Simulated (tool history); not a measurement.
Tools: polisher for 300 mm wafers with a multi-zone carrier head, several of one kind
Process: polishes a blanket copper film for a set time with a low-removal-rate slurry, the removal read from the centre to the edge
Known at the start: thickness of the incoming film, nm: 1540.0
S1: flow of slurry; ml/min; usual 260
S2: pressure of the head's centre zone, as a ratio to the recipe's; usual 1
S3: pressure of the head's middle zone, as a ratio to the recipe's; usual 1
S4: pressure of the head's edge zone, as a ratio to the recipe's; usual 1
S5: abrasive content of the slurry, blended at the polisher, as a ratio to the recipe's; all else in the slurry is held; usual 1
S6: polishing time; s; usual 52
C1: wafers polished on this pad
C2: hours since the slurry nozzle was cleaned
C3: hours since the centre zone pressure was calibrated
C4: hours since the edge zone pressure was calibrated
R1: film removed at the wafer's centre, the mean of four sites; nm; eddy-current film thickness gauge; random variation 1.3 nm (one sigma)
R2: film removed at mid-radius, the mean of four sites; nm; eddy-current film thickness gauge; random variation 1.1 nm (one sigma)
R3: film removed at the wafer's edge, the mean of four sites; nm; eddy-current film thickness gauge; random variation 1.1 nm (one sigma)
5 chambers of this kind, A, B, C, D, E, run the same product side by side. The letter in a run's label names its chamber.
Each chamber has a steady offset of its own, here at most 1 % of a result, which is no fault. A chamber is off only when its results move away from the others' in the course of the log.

At hour 5.2: chamber C: worn pad replaced by a new one.
Run 1C, hour 11.5: usual settings; C1 37; C2 223.4; C3 433.2; C4 784.8. Result: R1 89.356 nm, R2 91.311 nm, R3 89.875 nm.
Run 2D, hour 18: usual settings; C1 177; C2 257.6; C3 538.9; C4 485.9. Result: R1 88.872 nm, R2 89.914 nm, R3 91.507 nm.
At hour 22.9: chamber B: edge zone pressure recalibrated.
At hour 26: chamber B: worn pad replaced by a new one.
Run 3B, hour 28.3: usual settings; C1 14; C2 254.6; C3 492.6; C4 5.4. Result: R1 89.313 nm, R2 90.864 nm, R3 90.607 nm.
Run 4A, hour 39: usual settings; C1 716; C2 455.9; C3 772.8; C4 377.5. Result: R1 89.571 nm, R2 89.053 nm, R3 89.874 nm.
At hour 45.8: chamber E: worn pad replaced by a new one.
At hour 50.9: chamber C: slurry nozzle cleaned.
Run 5E, hour 53.2: usual settings; C1 43; C2 169.4; C3 476.8; C4 806.9. Result: R1 89.339 nm, R2 89.026 nm, R3 89.311 nm.
Run 6C, hour 62: usual settings but S6 63 s; C1 333; C2 11.1; C3 483.7; C4 835.3. Result: R1 109.74 nm, R2 109.14 nm, R3 109.25 nm.
At hour 64.8: chamber E: slurry nozzle cleaned.
Run 7D, hour 70.2: usual settings but S6 63 s; C1 483; C2 309.8; C3 591.1; C4 538.1. Result: R1 107.9 nm, R2 110.69 nm, R3 111.47 nm.
Run 8A, hour 77.1: usual settings but S6 63 s; C1 940; C2 494; C3 810.9; C4 415.6. Result: R1 108.18 nm, R2 107.83 nm, R3 108.13 nm.
Run 9B, hour 84.2: usual settings but S6 63 s; C1 342; C2 310.5; C3 548.5; C4 61.3. Result: R1 107.31 nm, R2 111.04 nm, R3 111.7 nm.
Run 10E, hour 92.8: usual settings but S6 63 s; C1 276; C2 28; C3 516.4; C4 846.5. Result: R1 108.6 nm, R2 109.26 nm, R3 111.38 nm.
Run 11D, hour 101.1: usual settings; C1 665; C2 340.7; C3 622; C4 569. Result: R1 91.036 nm, R2 88.322 nm, R3 89.541 nm.
Run 12B, hour 110.1: usual settings but S2 1.1, S4 0.96; C1 494; C2 336.4; C3 574.4; C4 87.2. Result: R1 101.94 nm, R2 91.165 nm, R3 90.299 nm.
Run 13C, hour 119.5: usual settings but S2 1.1, S4 0.96; C1 671; C2 68.6; C3 541.2; C4 892.8. Result: R1 101.09 nm, R2 90.259 nm, R3 88.883 nm.
At hour 125.3: chamber B: worn pad replaced by a new one.
Run 14A, hour 129.7: usual settings but S2 1.1, S4 0.96; C1 1249; C2 546.6; C3 863.5; C4 468.2. Result: R1 99.318 nm, R2 88.728 nm, R3 88.919 nm.
At hour 131.7: chamber E: edge zone pressure recalibrated.
Run 15E, hour 138.1: usual settings but S2 1.1, S4 0.96; C1 542; C2 73.3; C3 561.7; C4 6.4. Result: R1 102.2 nm, R2 89.727 nm, R3 88.176 nm.
At hour 146.2: chamber C: worn pad replaced by a new one.
Run 16E, hour 150: usual settings but S2 1.1, S4 0.96; C1 612; C2 85.2; C3 573.6; C4 18.3. Result: R1 100.88 nm, R2 88.56 nm, R3 88.601 nm.
Run 17A, hour 158: usual settings but S4 0.96; C1 1415; C2 574.9; C3 891.8; C4 496.5. Result: R1 89.124 nm, R2 89.95 nm, R3 86.659 nm.
Run 18C, hour 169.6: usual settings but S4 0.96; C1 137; C2 118.7; C3 591.3; C4 942.9. Result: R1 91.065 nm, R2 89.523 nm, R3 88.484 nm.
Run 19B, hour 182.7: usual settings but S4 0.96; C1 337; C2 409; C3 647; C4 159.8. Result: R1 90.115 nm, R2 89.784 nm, R3 88.697 nm.
Run 20D, hour 190.6: usual settings but S4 0.96; C1 1190; C2 430.2; C3 711.5; C4 658.5. Result: R1 89.42 nm, R2 88.508 nm, R3 87.905 nm.
Run 21C, hour 201.8: usual settings but S4 0.96; C1 326; C2 150.9; C3 623.5; C4 975.1. Result: R1 93.15 nm, R2 90.945 nm, R3 87.757 nm.
At hour 203.3: chamber A: worn pad replaced by a new one.
At hour 205.4: chamber A: slurry nozzle cleaned.
Run 22A, hour 208.4: usual settings but S2 1.11, S5 1.15; C1 30; C2 3.1; C3 942.2; C4 546.9. Result: R1 105.71 nm, R2 91.612 nm, R3 91.993 nm.
Run 23E, hour 218.6: usual settings but S2 1.11, S5 1.15; C1 1014; C2 153.8; C3 642.2; C4 86.9. Result: R1 105.45 nm, R2 93.1 nm, R3 95.748 nm.
At hour 224: chamber B: worn pad replaced by a new one.
At hour 225.8: chamber B: slurry nozzle cleaned.
Run 24D, hour 225.9: usual settings but S2 1.11, S5 1.15; C1 1397; C2 465.5; C3 746.8; C4 693.8. Result: R1 102.89 nm, R2 91.381 nm, R3 93.814 nm.
At hour 231.1: chamber D: worn pad replaced by a new one.
At hour 232.8: chamber E: centre zone pressure recalibrated.
Run 25B, hour 236.7: usual settings but S2 1.11, S5 1.15; C1 74; C2 11; C3 701; C4 213.8. Result: R1 104.72 nm, R2 94.597 nm, R3 92.318 nm.
Run 26B, hour 244.5: usual settings but S2 1.11, S5 1.15; C1 120; C2 18.8; C3 708.8; C4 221.6. Result: R1 106.55 nm, R2 94.442 nm, R3 93.981 nm.
At hour 246.3: chamber D: slurry nozzle cleaned.
At hour 246.6: chamber E: worn pad replaced by a new one.
Run 27D, hour 254.4: usual settings; C1 137; C2 8.2; C3 775.3; C4 722.3. Result: R1 89.557 nm, R2 90.135 nm, R3 91.048 nm.
Run 28C, hour 263.6: usual settings; C1 689; C2 212.7; C3 685.3; C4 1036.9. Result: R1 98.71 nm, R2 91.363 nm, R3 90.085 nm.
At hour 265.7: chamber C: slurry nozzle cleaned.
At hour 270.8: chamber E: slurry nozzle cleaned.
Run 29A, hour 276.6: usual settings; C1 430; C2 71.3; C3 1010.4; C4 615.1. Result: R1 88.619 nm, R2 89.103 nm, R3 89.748 nm.
At hour 283.3: chamber C: worn pad replaced by a new one.
Run 30E, hour 285.2: usual settings but S1 185 ml/min; C1 227; C2 14.4; C3 52.4; C4 153.5. Result: R1 87.84 nm, R2 85.268 nm, R3 88.032 nm.
Run 31E, hour 292.4: usual settings but S1 185 ml/min; C1 269; C2 21.6; C3 59.6; C4 160.7. Result: R1 85.584 nm, R2 86.622 nm, R3 87.337 nm.
Run 32A, hour 302.6: usual settings but S1 185 ml/min; C1 583; C2 97.3; C3 1036.4; C4 641.1. Result: R1 83.005 nm, R2 86.35 nm, R3 86.294 nm.
At hour 303.2: chamber A: edge zone pressure recalibrated.
Run 33D, hour 314: usual settings but S1 185 ml/min; C1 487; C2 67.8; C3 834.9; C4 781.9. Result: R1 84.847 nm, R2 86.884 nm, R3 85.71 nm.
At hour 318.8: chamber B: worn pad replaced by a new one.
Run 34B, hour 323: usual settings but S1 185 ml/min; C1 25; C2 97.3; C3 787.3; C4 300.1. Result: R1 87.184 nm, R2 88.084 nm, R3 88.895 nm.
Run 35C, hour 334.7: usual settings; C1 301; C2 69; C3 756.4; C4 1108. Result: R1 97.389 nm, R2 89.601 nm, R3 89.347 nm.
Run 36A, hour 341.4: usual settings; C1 810; C2 136.1; C3 1075.2; C4 38.3. Result: R1 87.842 nm, R2 89.762 nm, R3 89.017 nm.
Run 37E, hour 348.8: usual settings; C1 600; C2 78; C3 116; C4 217.1. Result: R1 91.279 nm, R2 88.301 nm, R3 90.526 nm.
Run 38B, hour 359.2: usual settings but S3 1.06; C1 237; C2 133.5; C3 823.5; C4 336.3. Result: R1 89.475 nm, R2 97.164 nm, R3 89.96 nm.
Run 39D, hour 370.6: usual settings but S3 1.06; C1 819; C2 124.4; C3 891.5; C4 838.5. Result: R1 92.411 nm, R2 96.218 nm, R3 88.613 nm.
Run 40C, hour 384.9: usual settings but S3 1.06; C1 596; C2 119.2; C3 806.6; C4 1158.2. Result: R1 103.31 nm, R2 96.182 nm, R3 91.049 nm.

Is one chamber off against the others, does the gauge drift, or is nothing wrong? If a chamber is off, say which, and what the likeliest cause is.

Chamber C drifts away from the others.
Cause: centre zone's pressure above its setpoint, % = 12.2.

Here are 4 candidates for chamber C's next run, each the usual settings with a change, their results left as question marks. Which one brings its results back in line with what the others give on the usual settings?
In line means no further than this from the other chambers' mean on the usual settings: R1 4.5 nm; R2 3.8 nm; R3 3.7 nm
Run 41C-1, hour 395.3: usual settings but S1 265 ml/min, S2 1.1, S3 0.99, S4 0.96, S6 53 s. Result: R1 ?, R2 ?, R3 ?.
Run 41C-2, hour 395.3: usual settings but S2 0.97, S4 1.01. Result: R1 ?, R2 ?, R3 ?.
Run 41C-3, hour 395.3: usual settings but S2 1.03, S4 0.99. Result: R1 ?, R2 ?, R3 ?.
Run 41C-4, hour 395.3: usual settings but S1 255 ml/min, S2 0.9, S3 1.01, S4 1.04, S6 51 s. Result: R1 ?, R2 ?, R3 ?.

The other chambers' mean on the usual settings: R1 90.103 nm; R2 90.048 nm; R3 90.29 nm
  run      R1      R2      R3
41C-1  114.81  91.111  89.853
41C-2  98.286  90.084  90.376
41C-3  104.79  90.053  89.427
41C-4  88.739   88.99  89.868
41C-4 brings the chamber back in line.
